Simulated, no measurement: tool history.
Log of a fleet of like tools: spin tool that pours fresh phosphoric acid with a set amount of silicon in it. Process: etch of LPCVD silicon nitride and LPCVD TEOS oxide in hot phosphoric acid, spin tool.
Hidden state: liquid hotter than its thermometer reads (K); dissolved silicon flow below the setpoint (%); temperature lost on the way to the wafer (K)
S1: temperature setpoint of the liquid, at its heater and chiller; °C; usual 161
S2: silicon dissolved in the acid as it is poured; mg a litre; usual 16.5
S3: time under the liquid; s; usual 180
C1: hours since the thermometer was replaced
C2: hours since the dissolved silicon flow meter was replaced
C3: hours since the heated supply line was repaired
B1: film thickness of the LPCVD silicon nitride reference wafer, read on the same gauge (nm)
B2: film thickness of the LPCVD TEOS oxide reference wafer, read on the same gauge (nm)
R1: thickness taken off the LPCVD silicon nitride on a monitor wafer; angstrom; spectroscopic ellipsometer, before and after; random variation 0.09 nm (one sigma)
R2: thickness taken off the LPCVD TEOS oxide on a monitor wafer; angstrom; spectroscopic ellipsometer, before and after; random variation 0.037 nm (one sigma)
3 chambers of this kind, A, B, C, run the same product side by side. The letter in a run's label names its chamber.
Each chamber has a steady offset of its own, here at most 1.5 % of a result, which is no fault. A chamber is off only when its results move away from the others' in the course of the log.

{"run": "1B", "hour": 4.2, "S1": 161, "S2": 16.5, "S3": 180, "C1": 1084.8, "C2": 544.8, "C3": 2003.7, "B1": 150.03, "B2": 80.01, "R1": 161.54, "R2": 7.8581}
{"run": "2A", "hour": 10.0, "S1": 161, "S2": 16.5, "S3": 180, "C1": 614.2, "C2": 911.7, "C3": 738.8, "B1": 150.01, "B2": 79.998, "R1": 167.18, "R2": 7.3235}
{"run": "3C", "hour": 14.5, "S1": 161, "S2": 16.5, "S3": 180, "C1": 254, "C2": 864.5, "C3": 1201.3, "B1": 150, "B2": 79.982, "R1": 163, "R2": 7.1279}
{"run": "4B", "hour": 20.5, "S1": 161, "S2": 16.5, "S3": 180, "C1": 1101.1, "C2": 561.1, "C3": 2020, "B1": 150, "B2": 79.995, "R1": 162.55, "R2": 7.1736}
{"run": "5C", "hour": 26.4, "S1": 161, "S2": 16.5, "S3": 180, "C1": 265.9, "C2": 876.4, "C3": 1213.2, "B1": 149.99, "B2": 79.997, "R1": 164.76, "R2": 7.0511}
{"run": "6A", "hour": 30.2, "S1": 161, "S2": 16.5, "S3": 180, "C1": 634.4, "C2": 931.9, "C3": 759, "B1": 150.03, "B2": 79.983, "R1": 165.68, "R2": 7.1409}
{"run": "7B", "hour": 34.7, "S1": 161, "S2": 16.5, "S3": 180, "C1": 1115.3, "C2": 575.3, "C3": 2034.2, "B1": 150, "B2": 79.982, "R1": 163.7, "R2": 7.1798}
{"run": "8A", "hour": 38.0, "S1": 161, "S2": 16.5, "S3": 180, "C1": 642.2, "C2": 939.7, "C3": 766.8, "B1": 150.01, "B2": 79.995, "R1": 166.14, "R2": 7.4233}
{"hour": 39.2, "done": "chamber B: thermometer replaced"}
{"run": "9C", "hour": 42.5, "S1": 161, "S2": 16.5, "S3": 180, "C1": 282, "C2": 892.5, "C3": 1229.3, "B1": 149.99, "B2": 79.993, "R1": 163.76, "R2": 7.3001}
{"run": "10B", "hour": 48.3, "S1": 161, "S2": 16.5, "S3": 180, "C1": 9.2, "C2": 588.9, "C3": 2047.8, "B1": 150.04, "B2": 80.007, "R1": 163.53, "R2": 6.6975}
{"run": "11C", "hour": 53.9, "S1": 161, "S2": 16.5, "S3": 180, "C1": 293.4, "C2": 903.9, "C3": 1240.7, "B1": 150.02, "B2": 79.983, "R1": 162.33, "R2": 7.5301}
{"run": "12A", "hour": 58.0, "S1": 161, "S2": 16.5, "S3": 180, "C1": 662.2, "C2": 959.7, "C3": 786.8, "B1": 149.96, "B2": 80, "R1": 164.35, "R2": 6.9832}
{"run": "13B", "hour": 62.8, "S1": 161, "S2": 16.5, "S3": 180, "C1": 23.7, "C2": 603.4, "C3": 2062.3, "B1": 149.97, "B2": 80.016, "R1": 161.78, "R2": 7.5793}
{"run": "14C", "hour": 68.1, "S1": 161, "S2": 16.5, "S3": 180, "C1": 307.6, "C2": 918.1, "C3": 1254.9, "B1": 149.97, "B2": 79.989, "R1": 161.59, "R2": 6.8085}
{"run": "15A", "hour": 73.0, "S1": 161, "S2": 8, "S3": 180, "C1": 677.2, "C2": 974.7, "C3": 801.8, "B1": 149.99, "B2": 79.983, "R1": 166.15, "R2": 8.4385}
{"run": "16B", "hour": 76.6, "S1": 161, "S2": 8, "S3": 180, "C1": 37.5, "C2": 617.2, "C3": 2076.1, "B1": 150.01, "B2": 80.011, "R1": 162.25, "R2": 9.8627}
{"run": "17A", "hour": 80.2, "S1": 161, "S2": 8, "S3": 180, "C1": 684.4, "C2": 981.9, "C3": 809, "B1": 150, "B2": 80.002, "R1": 166.3, "R2": 8.9928}
{"run": "18C", "hour": 84.1, "S1": 161, "S2": 16.5, "S3": 180, "C1": 323.6, "C2": 934.1, "C3": 1270.9, "B1": 150.04, "B2": 80.004, "R1": 159, "R2": 6.98}
{"run": "19C", "hour": 88.3, "S1": 161, "S2": 16.5, "S3": 180, "C1": 327.8, "C2": 938.3, "C3": 1275.1, "B1": 150.02, "B2": 80.017, "R1": 159.44, "R2": 6.5018}
{"run": "20B", "hour": 92.6, "S1": 161, "S2": 16.5, "S3": 180, "C1": 53.5, "C2": 633.2, "C3": 2092.1, "B1": 150.02, "B2": 80.017, "R1": 163.46, "R2": 6.9421}
{"run": "21A", "hour": 98.5, "S1": 161, "S2": 16.5, "S3": 180, "C1": 702.7, "C2": 1000.2, "C3": 827.3, "B1": 150.01, "B2": 80, "R1": 167.25, "R2": 7.6269}
{"run": "22A", "hour": 103.8, "S1": 161, "S2": 16.5, "S3": 180, "C1": 708, "C2": 1005.5, "C3": 832.6, "B1": 150.01, "B2": 79.972, "R1": 165.76, "R2": 7.522}
{"run": "23C", "hour": 109.5, "S1": 161, "S2": 10, "S3": 245, "C1": 349, "C2": 959.5, "C3": 1296.3, "B1": 150.02, "B2": 79.988, "R1": 209.95, "R2": 10.765}
{"hour": 111.5, "done": "chamber A: thermometer replaced"}
{"run": "24B", "hour": 113.1, "S1": 161, "S2": 10, "S3": 245, "C1": 74, "C2": 653.7, "C3": 2112.6, "B1": 150, "B2": 80.026, "R1": 222.31, "R2": 11.98}
{"run": "25A", "hour": 119.0, "S1": 161, "S2": 10, "S3": 245, "C1": 7.6, "C2": 1020.7, "C3": 847.8, "B1": 149.97, "B2": 80.013, "R1": 227.22, "R2": 13.219}

All 3 chambers run these settings next. Forecast each chamber's results:
{"run": "26A", "hour": 123.5, "S1": 161, "S2": 16.5, "S3": 180, "R1": "?", "R2": "?"}
{"run": "26B", "hour": 123.5, "S1": 161, "S2": 16.5, "S3": 180, "R1": "?", "R2": "?"}
{"run": "26C", "hour": 123.5, "S1": 161, "S2": 16.5, "S3": 180, "R1": "?", "R2": "?"}

run=26A R1=166.62 R2=7.6717
run=26B R1=162.57 R2=6.8458
run=26C R1=154.22 R2=6.5114
